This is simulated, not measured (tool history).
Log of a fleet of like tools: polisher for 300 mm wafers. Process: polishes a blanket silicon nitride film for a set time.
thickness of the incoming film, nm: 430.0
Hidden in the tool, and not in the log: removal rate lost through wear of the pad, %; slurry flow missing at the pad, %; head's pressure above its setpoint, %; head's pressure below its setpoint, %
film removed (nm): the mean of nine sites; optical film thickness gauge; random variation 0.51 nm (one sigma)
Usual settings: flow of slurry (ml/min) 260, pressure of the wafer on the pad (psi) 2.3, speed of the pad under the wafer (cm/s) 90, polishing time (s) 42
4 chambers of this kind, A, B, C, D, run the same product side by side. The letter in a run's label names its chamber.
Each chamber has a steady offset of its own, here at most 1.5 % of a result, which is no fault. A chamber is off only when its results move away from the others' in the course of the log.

run,hour,flow of slurry (ml/min),pressure of the wafer on the pad (psi),speed of the pad under the wafer (cm/s),polishing time (s),wafers polished on this pad,hours since the slurry nozzle was cleaned,hours since the head pressure was calibrated,film removed (nm)
# hour 0.5: chamber C: worn pad replaced by a new one
1A,6.8,260,2.3,90,42,349,110.5,321.9,48.365
2D,15.3,260,2.3,90,42,688,412.2,1044.1,47.586
3B,20.5,260,2.3,90,42,984,226.0,631.1,49.232
4C,28.5,260,2.3,90,42,448,273.2,245.7,47.876
5D,36.3,260,2.3,90,42,1024,433.2,1065.1,47.160
6B,46.7,260,2.3,90,42,1403,252.2,657.3,48.099
# hour 51.3: chamber B: head pressure recalibrated
7C,55.0,260,2.3,90,42,872,299.7,272.2,47.132
8A,60.4,260,2.3,90,42,1207,164.1,375.5,47.609
# hour 61.4: chamber B: worn pad replaced by a new one
9A,70.7,260,2.3,90,42,1371,174.4,385.8,47.647
# hour 78.0: chamber C: slurry nozzle cleaned
# hour 78.6: chamber A: worn pad replaced by a new one
10B,80.7,260,2.3,90,37,310,286.2,29.4,43.018
11D,86.1,260,2.3,90,37,1821,483.0,1114.9,40.750
# hour 92.0: chamber C: worn pad replaced by a new one
12C,93.5,260,2.3,90,37,24,15.6,310.7,42.085
13D,100.8,260,2.3,90,37,2057,497.7,1129.6,41.348
14B,109.5,260,2.3,90,42,771,315.0,58.2,47.244
15A,114.8,260,2.3,90,42,580,218.5,429.9,47.571
16C,123.5,260,2.3,90,42,504,45.6,340.7,47.473
17A,129.0,260,2.3,90,42,807,232.7,444.1,48.563
18D,135.6,260,2.3,90,42,2614,532.5,1164.4,45.894
# hour 141.5: chamber B: worn pad replaced by a new one
19C,144.6,260,2.3,90,42,842,66.7,361.8,48.255
20B,154.6,260,2.3,90,32,211,360.1,103.3,36.809
21D,160.2,260,2.3,90,32,3007,557.1,1189.0,34.084
# hour 168.1: chamber A: worn pad replaced by a new one
# hour 169.2: chamber C: worn pad replaced by a new one
22B,169.2,260,2.3,90,32,444,374.7,117.9,36.346
23A,176.7,260,2.3,90,32,138,280.4,491.8,37.063
24C,185.4,260,2.3,90,42,260,107.5,402.6,47.375
25D,196.1,200,2.3,90,54,3582,593.0,1224.9,57.119
26A,201.3,200,2.3,90,54,532,305.0,516.4,60.638
27C,211.8,200,2.3,90,54,683,133.9,429.0,59.879
28B,222.3,200,2.3,90,54,1294,427.8,171.0,61.337
# hour 227.3: chamber B: worn pad replaced by a new one
29B,231.2,260,2.3,90,42,63,436.7,179.9,46.868
30A,236.3,260,3.0,102,42,1092,340.0,551.4,68.948
# hour 243.3: chamber A: worn pad replaced by a new one
31D,244.2,260,3.0,102,42,4352,641.1,1273.0,64.949
32C,255.0,260,3.0,102,42,1374,177.1,472.2,68.993
33A,260.9,260,3.0,102,42,282,364.6,576.0,69.464
# hour 261.7: chamber C: worn pad replaced by a new one
# hour 266.0: chamber A: slurry nozzle cleaned
34C,268.9,260,2.3,90,42,115,191.0,486.1,48.273
35D,278.3,260,2.3,90,42,4897,675.2,1307.1,43.951
36B,286.4,260,2.3,90,42,947,491.9,235.1,47.501
37A,295.1,295,2.3,114,42,829,29.2,610.2,59.509
38B,304.7,295,2.3,114,42,1240,510.2,253.4,58.716
39D,313.8,295,2.3,114,42,5465,710.7,1342.6,52.737

Next, every chamber runs the same settings. What will each give?
40A,321.7,260,2.3,90,42,,,,?
40B,321.7,260,2.3,90,42,,,,?
40C,321.7,260,2.3,90,42,,,,?
40D,321.7,260,2.3,90,42,,,,?

run,film removed (nm)
40A,48.566
40B,48.924
40C,47.849
40D,43.392

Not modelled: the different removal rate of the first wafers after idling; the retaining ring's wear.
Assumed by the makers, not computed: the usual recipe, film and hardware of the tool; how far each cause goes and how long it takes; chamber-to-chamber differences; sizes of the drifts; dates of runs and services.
